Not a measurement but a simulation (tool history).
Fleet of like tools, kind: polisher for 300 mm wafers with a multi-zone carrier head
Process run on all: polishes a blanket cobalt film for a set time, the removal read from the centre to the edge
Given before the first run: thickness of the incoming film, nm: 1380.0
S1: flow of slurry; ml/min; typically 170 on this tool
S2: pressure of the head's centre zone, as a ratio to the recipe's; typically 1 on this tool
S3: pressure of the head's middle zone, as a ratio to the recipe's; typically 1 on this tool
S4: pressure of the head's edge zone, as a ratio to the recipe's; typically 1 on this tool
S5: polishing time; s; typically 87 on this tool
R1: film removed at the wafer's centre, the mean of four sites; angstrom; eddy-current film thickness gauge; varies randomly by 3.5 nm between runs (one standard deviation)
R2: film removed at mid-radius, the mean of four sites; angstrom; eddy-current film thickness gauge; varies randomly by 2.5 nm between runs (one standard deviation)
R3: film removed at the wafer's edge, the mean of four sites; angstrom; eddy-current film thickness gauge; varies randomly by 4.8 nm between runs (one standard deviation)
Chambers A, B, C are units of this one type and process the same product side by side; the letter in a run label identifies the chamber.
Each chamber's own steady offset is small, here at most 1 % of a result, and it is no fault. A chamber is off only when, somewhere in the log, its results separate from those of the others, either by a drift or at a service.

Run 1B, hour 7.7: usual settings. Result: R1 3801.3 angstrom, R2 3717.1 angstrom, R3 3820.6 angstrom.
At hour 10.4: chamber B: worn pad replaced by a new one.
Run 2A, hour 16.7: usual settings. Result: R1 3738.1 angstrom, R2 3771.4 angstrom, R3 3824.6 angstrom.
At hour 20.9: chamber B: edge zone pressure recalibrated.
At hour 25.1: chamber B: centre zone pressure recalibrated.
Run 3C, hour 30.9: usual settings. Result: R1 3829.8 angstrom, R2 3749.6 angstrom, R3 3745.6 angstrom.
Run 4B, hour 45.4: usual settings. Result: R1 3780 angstrom, R2 3771.2 angstrom, R3 3886 angstrom.
Run 5A, hour 56.7: usual settings. Result: R1 3734 angstrom, R2 3750.8 angstrom, R3 3789.6 angstrom.
At hour 60.1: chamber C: worn pad replaced by a new one.
Run 6C, hour 63.8: usual settings. Result: R1 3816.9 angstrom, R2 3788.6 angstrom, R3 3802.4 angstrom.
Run 7A, hour 76.9: usual settings. Result: R1 3728 angstrom, R2 3818 angstrom, R3 3846.8 angstrom.
Run 8B, hour 89.2: usual settings. Result: R1 3740.8 angstrom, R2 3755.7 angstrom, R3 3836.1 angstrom.
At hour 95.7: chamber B: worn pad replaced by a new one.
Run 9C, hour 102.9: usual settings. Result: R1 3800.1 angstrom, R2 3772.4 angstrom, R3 3762.2 angstrom.
Run 10A, hour 112.3: usual settings. Result: R1 3762.4 angstrom, R2 3774.1 angstrom, R3 3738.5 angstrom.
At hour 112.9: chamber A: centre zone pressure recalibrated.
Run 11B, hour 119.2: usual settings but S1 205 ml/min, S5 59 s. Result: R1 2616.4 angstrom, R2 2634.9 angstrom, R3 2698.1 angstrom.
At hour 129.8: chamber A: worn pad replaced by a new one.
Run 12C, hour 131.7: usual settings but S1 205 ml/min, S5 59 s. Result: R1 2626.1 angstrom, R2 2589.9 angstrom, R3 2592.4 angstrom.
Run 13C, hour 140.4: usual settings but S1 205 ml/min, S5 59 s. Result: R1 2584.7 angstrom, R2 2586.7 angstrom, R3 2540.2 angstrom.
Run 14B, hour 152.2: usual settings. Result: R1 3767 angstrom, R2 3767.6 angstrom, R3 3852 angstrom.
Run 15A, hour 163.4: usual settings but S1 215 ml/min, S2 1.08. Result: R1 4243.1 angstrom, R2 3924.8 angstrom, R3 3821.7 angstrom.
At hour 169.7: chamber A: slurry nozzle cleaned.
Run 16A, hour 169.8: usual settings but S1 215 ml/min, S2 1.08. Result: R1 4264.2 angstrom, R2 3896.8 angstrom, R3 3895.3 angstrom.
Run 17C, hour 181.9: usual settings but S1 215 ml/min, S2 1.08. Result: R1 4204.6 angstrom, R2 3810 angstrom, R3 3845.9 angstrom.
At hour 191.1: chamber C: worn pad replaced by a new one.
Run 18B, hour 193.7: usual settings but S2 0.89. Result: R1 3374.2 angstrom, R2 3758.6 angstrom, R3 3838.6 angstrom.
At hour 195: chamber B: worn pad replaced by a new one.
Run 19B, hour 202.6: usual settings but S2 0.89. Result: R1 3356.1 angstrom, R2 3769.5 angstrom, R3 3838.1 angstrom.
Run 20C, hour 213.2: usual settings but S2 0.89. Result: R1 3141 angstrom, R2 3599.1 angstrom, R3 3625.8 angstrom.
At hour 216.2: chamber B: slurry nozzle cleaned.
Run 21A, hour 224.2: usual settings. Result: R1 3768.6 angstrom, R2 3812.2 angstrom, R3 3872.5 angstrom.
Run 22C, hour 233.3: usual settings. Result: R1 3530 angstrom, R2 3533 angstrom, R3 3638.9 angstrom.
Run 23B, hour 244.4: usual settings. Result: R1 3814.3 angstrom, R2 3782.1 angstrom, R3 3721.8 angstrom.
Run 24A, hour 251.6: usual settings. Result: R1 3731 angstrom, R2 3771 angstrom, R3 3798.4 angstrom.

Decide between three cases: one chamber stands off from its peers, the gauge reading all wafers drifts, or nothing is wrong past each chamber's small offset. Where a chamber is off, say which and what most likely put it there.

Little by little, chamber C moves away from the other chambers.
Most likely cause: slurry flow missing at the pad, % = 33.9.

Chamber C could run next with any of the 4 candidate recipes listed below; each alters the usual settings, and their results appear as question marks. Which one brings its results back in line with what the other chambers deliver on the usual settings?
In line here means within this much of the mean the other chambers give on the usual settings: R1 120 angstrom; R2 86 angstrom; R3 170 angstrom
Run 25C-1, hour 262: usual settings but S1 180 ml/min, S2 1.02, S3 1.02, S4 0.99, S5 101 s. Result: R1 ?, R2 ?, R3 ?.
Run 25C-2, hour 262: usual settings but S1 175 ml/min, S2 1.01, S3 1.01, S4 0.99, S5 93 s. Result: R1 ?, R2 ?, R3 ?.
Run 25C-3, hour 262: usual settings but S1 160 ml/min, S2 0.98, S3 0.99, S4 1.01, S5 75 s. Result: R1 ?, R2 ?, R3 ?.
Run 25C-4, hour 262: usual settings but S1 165 ml/min, S2 0.99, S3 0.99, S4 1.01, S5 81 s. Result: R1 ?, R2 ?, R3 ?.

On the usual settings, the other chambers give on average: R1 3772.8 angstrom; R2 3774 angstrom; R3 3804.2 angstrom
  run      R1      R2      R3
25C-1  4189.2    4173    4150
25C-2  3785.8  3781.8  3803.8
25C-3    2876  2926.4  3052.4
25C-4  3170.5  3185.9  3314.9
It is 25C-2 that realigns the chamber with its peers.
